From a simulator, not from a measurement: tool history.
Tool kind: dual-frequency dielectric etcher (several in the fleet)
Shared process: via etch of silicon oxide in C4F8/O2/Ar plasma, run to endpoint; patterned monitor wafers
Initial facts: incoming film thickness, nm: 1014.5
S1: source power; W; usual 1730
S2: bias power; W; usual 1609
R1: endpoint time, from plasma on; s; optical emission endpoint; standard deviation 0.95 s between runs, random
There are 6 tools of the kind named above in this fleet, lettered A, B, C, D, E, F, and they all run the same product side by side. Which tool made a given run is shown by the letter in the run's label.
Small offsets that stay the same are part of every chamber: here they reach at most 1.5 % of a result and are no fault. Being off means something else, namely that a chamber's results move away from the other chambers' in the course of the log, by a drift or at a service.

run	hour	S1	S2	R1
1E	9.6	1730	1609	224.57
2A	19.2	1730	1609	225.33
3B	28.2	1730	1609	227.56
4D	36.8	1730	1609	225.90
5F	46.1	2050	1805	206.06
6C	52.7	2050	1805	205.64
7B	58.7	2050	1805	206.18
8C	67.6	2050	1805	205.57
9F	76.4	2050	1805	203.59
# hour 80.5: chamber D: wet clean of the chamber
10A	86.2	2050	1805	203.72
11D	91.5	1730	1609	228.49
12E	98.9	2130	1822	199.68
13E	104.5	2130	1822	200.27
14A	109.9	2130	1822	202.55
15B	118.5	2130	1822	201.26
16D	126.8	2130	1822	202.37
17F	134.6	2130	1822	197.79
18C	140.6	1730	1609	228.58
19C	146.1	1730	1609	228.46
20F	153.8	1730	1609	221.91
21A	163.0	1730	1609	227.37
# hour 164.9: chamber C: wet clean of the chamber
22D	172.5	1730	1609	226.47
23B	176.9	1730	1609	228.46
24E	184.1	1730	1609	224.51
25C	191.8	1940	1355	229.39
26F	199.3	1940	1355	220.75
27A	204.3	1940	1355	226.84
28B	209.6	1940	1355	225.49
29D	216.6	1940	1355	225.83
30E	221.4	1940	1355	224.25
31A	226.7	1730	1609	227.25
32D	235.2	1730	1296	240.53
33F	240.5	1730	1296	232.55
34B	246.1	1730	1296	242.98
35C	254.5	1730	1296	239.72
36E	263.1	1730	1296	239.40
37F	268.3	1730	1296	229.68

Which is it: a chamber that has drifted or been left off by a service, a gauge drift common to all chambers, or only each chamber's usual small offset? If a chamber is off, name it and its likeliest cause.

It is chamber F that slowly wanders off from its peers.
Cause: etch rate over this chamber's usual, % = 4.24.

Here are 4 candidates for chamber F's next run, each the usual settings with a change, their results left as question marks. Which one brings its results back in line with what the others give on the usual settings?
In-line tolerance around the mean of the other chambers on the usual settings: R1 3.40 s
38F-1	275.4	1610	1530	?
38F-2	275.4	1910	1609	?
38F-3	275.4	1770	1638	?
38F-4	275.4	1690	1580	?

The mean the other chambers reach with the usual settings: R1 226.67 s
run	R1
38F-1	226.81
38F-2	208.79
38F-3	214.26
38F-4	220.47
38F-1 is the one that brings the chamber's results back in line with the other chambers.
